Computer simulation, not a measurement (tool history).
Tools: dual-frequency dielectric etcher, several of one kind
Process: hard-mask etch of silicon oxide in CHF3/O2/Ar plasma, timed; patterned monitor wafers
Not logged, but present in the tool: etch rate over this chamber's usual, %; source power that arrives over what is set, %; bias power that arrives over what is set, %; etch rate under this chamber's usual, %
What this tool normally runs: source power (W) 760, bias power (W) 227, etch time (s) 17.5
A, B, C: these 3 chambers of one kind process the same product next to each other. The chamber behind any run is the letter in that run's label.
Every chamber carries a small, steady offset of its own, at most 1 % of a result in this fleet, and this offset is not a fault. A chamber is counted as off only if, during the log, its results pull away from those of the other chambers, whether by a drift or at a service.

run	hour	source power (W)	bias power (W)	etch time (s)	hours since the last wet clean	hours since the last source power generator calibration	hours since the last bias power generator calibration	read-back reference wafer on the same gauge, depth_nm	mean etch depth across the wafer (angstrom)
1A	15.3	760	227	17.5	278.2	2202.4	1999.9	37.517	412.38
2C	24.5	760	227	17.5	246.7	1408.8	1418.8	37.477	402.99
3B	35.8	760	227	17.5	304.3	940.1	720.5	37.512	407.55
4C	50.2	760	227	17.5	272.4	1434.5	1444.5	37.515	402.06
5A	63.4	760	275	20	326.3	2250.5	2048	37.547	504.72
6B	78.7	760	275	20	347.2	983	763.4	37.487	493.12
7A	89.2	760	275	20	352.1	2276.3	2073.8	37.515	500.89
8C	96.1	670	227	14.5	318.3	1480.4	1490.4	37.521	319.53
9B	105.2	670	227	14.5	373.7	1009.5	789.9	37.535	321.91
10A	115.8	670	227	14.5	378.7	2302.9	2100.4	37.561	326.1
11B	123.9	760	227	17.5	392.4	1028.2	808.6	37.468	408.5
12C	133.7	760	227	17.5	355.9	1518	1528	37.511	408.56
13B	141.8	760	227	17.5	410.3	1046.1	826.5	37.528	407.53
14C	151.2	760	227	22	373.4	1535.5	1545.5	37.528	511.43
15A	164.7	760	227	22	427.6	2351.8	2149.3	37.499	516.24
16C	178.2	760	227	22	400.4	1562.5	1572.5	37.507	512.54
17A	192.9	760	227	17.5	455.8	2380	2177.5	37.508	412.77
18B	202.2	760	272	19.5	470.7	1106.5	886.9	37.5	481.81
19A	211.4	760	272	19.5	474.3	2398.5	2196	37.423	490.18
20C	220.6	760	272	19.5	442.8	1604.9	1614.9	37.494	481.83
21B	232.7	760	227	17.5	501.2	1137	917.4	37.478	406.92
22C	243.7	760	227	17.5	465.9	1628	1638	37.514	404.92
23B	258	760	227	17.5	526.5	1162.3	942.7	37.467	407.87
# hour 259.1: chamber B: wet clean of the chamber
24A	269.8	760	227	17.5	532.7	2456.9	2254.4	37.503	414.47
25C	279	760	254	17.5	501.2	1663.3	1673.3	37.458	423.79
26B	287.2	760	254	17.5	28.2	1191.5	971.9	37.513	422.82
27A	298.4	760	254	17.5	561.3	2485.5	2283	37.463	426.79
28B	306.5	760	227	17.5	47.5	1210.8	991.2	37.479	407.37
29A	319.2	760	227	17.5	582.1	2506.3	2303.8	37.481	413.66
30C	332.8	760	227	17.5	555	1717.1	1727.1	37.466	399.47
# hour 345: chamber A: wet clean of the chamber
31A	347.7	760	227	17.5	2.8	2534.8	2332.3	37.513	409.83
32C	358.2	760	227	17.5	580.4	1742.5	1752.5	37.5	399.29
33B	372.4	760	227	17.5	113.4	1276.7	1057.1	37.507	408.51
34B	382.1	760	227	17.5	123.1	1286.4	1066.8	37.48	407.33
35C	392.3	760	227	17.5	614.5	1776.6	1786.6	37.482	400.27
36A	405.3	760	227	17.5	60.4	2592.4	2389.9	37.56	411.95
37C	417	760	227	17.5	639.2	1801.3	1811.3	37.446	394.8
38A	430.6	760	227	17.5	85.7	2617.7	2415.2	37.537	410.65
39B	438.4	760	227	17.5	179.4	1342.7	1123.1	37.471	403.29
40A	447.8	760	227	17.5	102.9	2634.9	2432.4	37.491	413.5
41B	463	760	227	17.5	204	1367.3	1147.7	37.493	408.67

All chambers now run identical settings, listed one chamber a line with results as question marks. What results will each chamber show?
42A	473.9	910	227	17.5					?
42B	473.9	910	227	17.5					?
42C	473.9	910	227	17.5					?

run	mean etch depth across the wafer (angstrom)
42A	438.22
42B	440.17
42C	422.95

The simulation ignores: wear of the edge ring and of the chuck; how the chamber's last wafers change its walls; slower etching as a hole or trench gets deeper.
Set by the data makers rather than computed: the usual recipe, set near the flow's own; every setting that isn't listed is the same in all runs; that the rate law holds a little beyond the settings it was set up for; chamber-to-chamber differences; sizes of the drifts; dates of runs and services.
